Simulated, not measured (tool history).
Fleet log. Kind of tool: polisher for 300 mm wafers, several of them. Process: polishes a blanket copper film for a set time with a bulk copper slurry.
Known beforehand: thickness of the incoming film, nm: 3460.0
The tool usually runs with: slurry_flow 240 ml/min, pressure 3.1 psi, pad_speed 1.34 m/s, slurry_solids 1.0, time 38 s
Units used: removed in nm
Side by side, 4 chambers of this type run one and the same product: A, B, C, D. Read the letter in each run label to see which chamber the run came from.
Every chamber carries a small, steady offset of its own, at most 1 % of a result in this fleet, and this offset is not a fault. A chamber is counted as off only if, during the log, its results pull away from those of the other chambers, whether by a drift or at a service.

| run | hour | slurry_flow | pressure | pad_speed | slurry_solids | time | removed |
|---|---|---|---|---|---|---|---|
| 1D | 11.3 | 240 | 3.1 | 1.34 | 1.0 | 38 | 486.86 |
|  | 13.3 | chamber D: worn pad replaced by a new one |
| 2B | 25.8 | 240 | 3.1 | 1.34 | 1.0 | 38 | 485.28 |
|  | 27.3 | chamber C: worn pad replaced by a new one |
| 3A | 40.9 | 240 | 3.1 | 1.34 | 1.0 | 38 | 486.78 |
| 4C | 52.7 | 240 | 3.1 | 1.34 | 1.0 | 38 | 489.76 |
| 5B | 60.4 | 240 | 3.1 | 1.34 | 1.0 | 38 | 486.06 |
| 6C | 68.5 | 240 | 3.1 | 1.34 | 1.0 | 38 | 483.73 |
|  | 76.6 | chamber A: worn pad replaced by a new one |
| 7D | 83.9 | 240 | 3.1 | 1.34 | 1.0 | 38 | 485.91 |
|  | 85.4 | chamber B: worn pad replaced by a new one |
| 8A | 97.3 | 240 | 3.1 | 1.34 | 1.0 | 38 | 482.97 |
| 9D | 112.1 | 240 | 3.1 | 1.34 | 1.0 | 38 | 489.96 |
|  | 120.0 | chamber D: worn pad replaced by a new one |
| 10A | 123.7 | 240 | 3.1 | 1.34 | 1.0 | 38 | 479.41 |
|  | 129.5 | chamber C: worn pad replaced by a new one |
| 11B | 132.1 | 240 | 3.1 | 1.34 | 1.0 | 38 | 493.78 |
| 12C | 141.4 | 240 | 3.1 | 1.34 | 1.0 | 38 | 481.15 |
|  | 151.8 | chamber A: head pressure recalibrated |
| 13D | 154.9 | 240 | 3.1 | 1.60 | 1.0 | 38 | 579.36 |
|  | 167.7 | chamber A: worn pad replaced by a new one |
| 14A | 169.5 | 240 | 3.1 | 1.60 | 1.0 | 38 | 577.93 |
| 15C | 177.5 | 240 | 3.1 | 1.60 | 1.0 | 38 | 586.10 |
|  | 178.8 | chamber B: slurry nozzle cleaned |
|  | 186.2 | chamber B: worn pad replaced by a new one |
| 16B | 188.7 | 240 | 3.1 | 1.60 | 1.0 | 38 | 578.91 |
| 17C | 203.1 | 240 | 3.1 | 1.34 | 1.0 | 38 | 486.00 |
| 18D | 216.7 | 240 | 3.1 | 1.34 | 1.0 | 38 | 488.60 |
|  | 217.6 | chamber D: head pressure recalibrated |
|  | 218.6 | chamber A: slurry blender recalibrated |
| 19B | 223.6 | 240 | 3.1 | 1.34 | 1.0 | 38 | 494.44 |
|  | 225.5 | chamber D: worn pad replaced by a new one |
| 20A | 235.0 | 240 | 3.1 | 1.34 | 1.0 | 38 | 498.70 |
|  | 243.0 | chamber C: worn pad replaced by a new one |
| 21C | 249.1 | 240 | 3.1 | 1.34 | 1.0 | 38 | 492.09 |
|  | 260.9 | chamber A: worn pad replaced by a new one |
| 22A | 264.3 | 240 | 3.1 | 1.00 | 0.8 | 38 | 345.48 |
|  | 267.3 | chamber B: slurry blender recalibrated |
| 23D | 271.5 | 240 | 3.1 | 1.00 | 0.8 | 38 | 346.97 |
|  | 273.6 | chamber D: slurry nozzle cleaned |
| 24B | 286.1 | 240 | 3.1 | 1.00 | 0.8 | 38 | 346.80 |
|  | 295.6 | chamber B: worn pad replaced by a new one |
| 25B | 298.2 | 240 | 3.1 | 1.00 | 0.8 | 38 | 344.50 |
| 26D | 310.6 | 240 | 3.1 | 1.34 | 1.0 | 38 | 488.56 |
|  | 312.6 | chamber D: worn pad replaced by a new one |
|  | 313.8 | chamber C: slurry blender recalibrated |
| 27A | 324.7 | 240 | 3.1 | 1.34 | 1.0 | 38 | 489.18 |
|  | 327.8 | chamber C: slurry nozzle cleaned |
| 28C | 338.9 | 240 | 3.1 | 1.34 | 1.0 | 38 | 489.07 |
|  | 344.5 | chamber A: worn pad replaced by a new one |
|  | 352.1 | chamber A: slurry nozzle cleaned |
|  | 352.6 | chamber C: worn pad replaced by a new one |
| 29C | 352.7 | 240 | 3.1 | 1.34 | 1.0 | 38 | 480.75 |
| 30B | 360.5 | 240 | 3.1 | 1.34 | 1.0 | 38 | 486.31 |
| 31A | 374.8 | 240 | 2.7 | 1.34 | 1.0 | 38 | 429.54 |
|  | 382.9 | chamber B: slurry nozzle cleaned |
|  | 388.0 | chamber B: worn pad replaced by a new one |
| 32D | 390.3 | 240 | 2.7 | 1.34 | 1.0 | 38 | 422.76 |
|  | 394.8 | chamber D: slurry blender recalibrated |
| 33C | 399.8 | 240 | 2.7 | 1.34 | 1.0 | 38 | 419.73 |
| 34D | 407.0 | 240 | 2.7 | 1.34 | 1.0 | 38 | 422.06 |
|  | 411.8 | chamber D: worn pad replaced by a new one |
| 35A | 415.3 | 240 | 3.1 | 1.34 | 1.0 | 38 | 491.50 |
| 36B | 423.6 | 240 | 3.7 | 1.34 | 1.0 | 38 | 581.89 |
|  | 427.9 | chamber A: worn pad replaced by a new one |
| 37B | 439.3 | 240 | 3.7 | 1.34 | 1.0 | 38 | 584.49 |
| 38C | 454.8 | 240 | 3.7 | 1.34 | 1.0 | 38 | 573.50 |
|  | 463.9 | chamber C: worn pad replaced by a new one |
| 39D | 470.0 | 240 | 3.7 | 1.34 | 1.0 | 38 | 582.44 |
| 40A | 476.8 | 240 | 3.1 | 1.34 | 1.0 | 38 | 488.44 |
| 41C | 484.2 | 240 | 3.1 | 1.34 | 1.0 | 38 | 486.13 |

For the next run the whole fleet of 4 chambers uses the same settings. Give each chamber's results:
| 42A | 495.5 | 240 | 3.1 | 1.34 | 1.0 | 38 | ? |
| 42B | 495.5 | 240 | 3.1 | 1.34 | 1.0 | 38 | ? |
| 42C | 495.5 | 240 | 3.1 | 1.34 | 1.0 | 38 | ? |
| 42D | 495.5 | 240 | 3.1 | 1.34 | 1.0 | 38 | ? |

| run | removed |
|---|---|
| 42A | 488.86 |
| 42B | 493.61 |
| 42C | 481.76 |
| 42D | 481.81 |
